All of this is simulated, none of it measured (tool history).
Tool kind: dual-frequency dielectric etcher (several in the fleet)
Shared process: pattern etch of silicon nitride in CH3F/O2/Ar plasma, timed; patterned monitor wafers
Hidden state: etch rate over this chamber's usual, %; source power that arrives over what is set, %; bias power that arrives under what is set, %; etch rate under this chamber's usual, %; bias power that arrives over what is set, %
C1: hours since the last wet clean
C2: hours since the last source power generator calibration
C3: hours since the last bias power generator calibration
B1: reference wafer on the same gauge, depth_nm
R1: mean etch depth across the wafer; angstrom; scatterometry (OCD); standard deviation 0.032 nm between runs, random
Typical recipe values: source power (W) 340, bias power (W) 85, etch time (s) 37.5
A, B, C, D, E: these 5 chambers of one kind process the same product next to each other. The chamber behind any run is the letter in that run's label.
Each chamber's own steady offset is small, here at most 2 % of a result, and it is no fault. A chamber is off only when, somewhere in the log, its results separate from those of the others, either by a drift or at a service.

Run 1E, day 0.092: usual settings; C1 266.2; C2 1317.8; C3 2084.7; B1 24.406. Result: R1 261.15 angstrom.
Run 2A, day 0.200: usual settings; C1 406.6; C2 802.3; C3 1449.2; B1 24.408. Result: R1 262.58 angstrom.
Run 3C, day 0.296: usual settings; C1 382.7; C2 125.6; C3 1935.6; B1 24.410. Result: R1 257.90 angstrom.
Run 4D, day 0.408: usual settings; C1 466.6; C2 1666.6; C3 2470.6; B1 24.404. Result: R1 262.25 angstrom.
Run 5B, day 0.521: usual settings but source power (W) 290, bias power (W) 73; C1 198.4; C2 1843.6; C3 128.4; B1 24.414. Result: R1 232.69 angstrom.
Run 6A, day 0.600: usual settings but source power (W) 290, bias power (W) 73; C1 416.2; C2 811.9; C3 1458.8; B1 24.409. Result: R1 234.46 angstrom.
Run 7D, day 0.775: usual settings but source power (W) 290, bias power (W) 73; C1 475.4; C2 1675.4; C3 2479.4; B1 24.413. Result: R1 233.90 angstrom.
Run 8E, day 0.871: usual settings but source power (W) 290, bias power (W) 73; C1 284.9; C2 1336.5; C3 2103.4; B1 24.420. Result: R1 232.90 angstrom.
Run 9C, day 0.950: usual settings but source power (W) 290, bias power (W) 73; C1 398.4; C2 141.3; C3 1951.3; B1 24.428. Result: R1 230.20 angstrom.
Run 10B, day 1.092: usual settings; C1 212.1; C2 1857.3; C3 142.1; B1 24.425. Result: R1 260.88 angstrom.
Run 11C, day 1.221: usual settings; C1 404.9; C2 147.8; C3 1957.8; B1 24.432. Result: R1 257.96 angstrom.
Run 12A, day 1.346: usual settings; C1 434.1; C2 829.8; C3 1476.7; B1 24.431. Result: R1 262.95 angstrom.
Run 13D, day 1.425: usual settings; C1 491.0; C2 1691.0; C3 2495.0; B1 24.435. Result: R1 262.22 angstrom.
Run 14B, day 1.512: usual settings; C1 222.2; C2 1867.4; C3 152.2; B1 24.426. Result: R1 260.39 angstrom.
Run 15E, day 1.654: usual settings; C1 303.7; C2 1355.3; C3 2122.2; B1 24.439. Result: R1 261.58 angstrom.
Run 16D, day 1.808: usual settings; C1 500.2; C2 1700.2; C3 2504.2; B1 24.443. Result: R1 262.18 angstrom.
Run 17A, day 1.971: usual settings; C1 449.1; C2 844.8; C3 1491.7; B1 24.441. Result: R1 264.04 angstrom.
At day 1.996: chamber D: wet clean of the chamber.
Run 18C, day 2.058: usual settings; C1 425.0; C2 167.9; C3 1977.9; B1 24.450. Result: R1 258.23 angstrom.
Run 19E, day 2.179: usual settings; C1 316.3; C2 1367.9; C3 2134.8; B1 24.448. Result: R1 260.61 angstrom.
Run 20B, day 2.354: usual settings but source power (W) 270, bias power (W) 95; C1 242.4; C2 1887.6; C3 172.4; B1 24.455. Result: R1 249.46 angstrom.
Run 21C, day 2.517: usual settings but source power (W) 270, bias power (W) 95; C1 436.0; C2 178.9; C3 1988.9; B1 24.444. Result: R1 246.81 angstrom.
Run 22D, day 2.633: usual settings but source power (W) 270, bias power (W) 95; C1 15.3; C2 1720.0; C3 2524.0; B1 24.452. Result: R1 251.45 angstrom.
Run 23B, day 2.792: usual settings but source power (W) 270, bias power (W) 95; C1 252.9; C2 1898.1; C3 182.9; B1 24.457. Result: R1 250.03 angstrom.
Run 24E, day 2.892: usual settings but source power (W) 270, bias power (W) 95; C1 333.4; C2 1385.0; C3 2151.9; B1 24.465. Result: R1 249.65 angstrom.
Run 25A, day 3.062: usual settings; C1 475.3; C2 871.0; C3 1517.9; B1 24.471. Result: R1 264.23 angstrom.
Run 26C, day 3.217: usual settings; C1 452.8; C2 195.7; C3 2005.7; B1 24.470. Result: R1 257.98 angstrom.
Run 27A, day 3.312: usual settings; C1 481.3; C2 877.0; C3 1523.9; B1 24.476. Result: R1 263.70 angstrom.
Run 28B, day 3.458: usual settings; C1 268.9; C2 1914.1; C3 198.9; B1 24.470. Result: R1 261.20 angstrom.
Run 29D, day 3.571: usual settings; C1 37.8; C2 1742.5; C3 2546.5; B1 24.481. Result: R1 262.76 angstrom.
Run 30E, day 3.712: usual settings; C1 353.1; C2 1404.7; C3 2171.6; B1 24.489. Result: R1 262.04 angstrom.
Run 31C, day 3.879: usual settings; C1 468.7; C2 211.6; C3 2021.6; B1 24.489. Result: R1 258.60 angstrom.
Run 32E, day 4.046: usual settings but source power (W) 310, bias power (W) 97; C1 361.1; C2 1412.7; C3 2179.6; B1 24.483. Result: R1 264.92 angstrom.
Run 33D, day 4.162: usual settings but source power (W) 310, bias power (W) 97; C1 52.0; C2 1756.7; C3 2560.7; B1 24.498. Result: R1 266.67 angstrom.
Run 34A, day 4.338: usual settings but source power (W) 310, bias power (W) 97; C1 505.9; C2 901.6; C3 1548.5; B1 24.498. Result: R1 267.79 angstrom.
Run 35B, day 4.462: usual settings but source power (W) 310, bias power (W) 97; C1 293.0; C2 1938.2; C3 223.0; B1 24.495. Result: R1 265.95 angstrom.
At day 4.579: chamber C: wet clean of the chamber.
Run 36C, day 4.629: usual settings but source power (W) 310, bias power (W) 97; C1 1.3; C2 229.6; C3 2039.6; B1 24.508. Result: R1 262.91 angstrom.
Run 37D, day 4.775: usual settings; C1 66.7; C2 1771.4; C3 2575.4; B1 24.510. Result: R1 262.92 angstrom.
Run 38B, day 4.946: usual settings; C1 304.6; C2 1949.8; C3 234.6; B1 24.504. Result: R1 261.13 angstrom.
Run 39A, day 5.033: usual settings; C1 522.6; C2 918.3; C3 1565.2; B1 24.518. Result: R1 264.34 angstrom.
Run 40E, day 5.162: usual settings; C1 387.9; C2 1439.5; C3 2206.4; B1 24.514. Result: R1 262.18 angstrom.
Run 41A, day 5.312: usual settings; C1 529.3; C2 925.0; C3 1571.9; B1 24.513. Result: R1 264.91 angstrom.
Run 42B, day 5.396: usual settings; C1 315.4; C2 1960.6; C3 245.4; B1 24.519. Result: R1 262.10 angstrom.

All chambers now run identical settings, listed one chamber a line with results as question marks. What results will each chamber show?
Run 43A, day 5.521: usual settings. Result: R1 ?.
Run 43B, day 5.521: usual settings. Result: R1 ?.
Run 43C, day 5.521: usual settings. Result: R1 ?.
Run 43D, day 5.521: usual settings. Result: R1 ?.
Run 43E, day 5.521: usual settings. Result: R1 ?.

run      R1
43A  264.20
43B  261.76
43C  258.87
43D  263.57
43E  262.15

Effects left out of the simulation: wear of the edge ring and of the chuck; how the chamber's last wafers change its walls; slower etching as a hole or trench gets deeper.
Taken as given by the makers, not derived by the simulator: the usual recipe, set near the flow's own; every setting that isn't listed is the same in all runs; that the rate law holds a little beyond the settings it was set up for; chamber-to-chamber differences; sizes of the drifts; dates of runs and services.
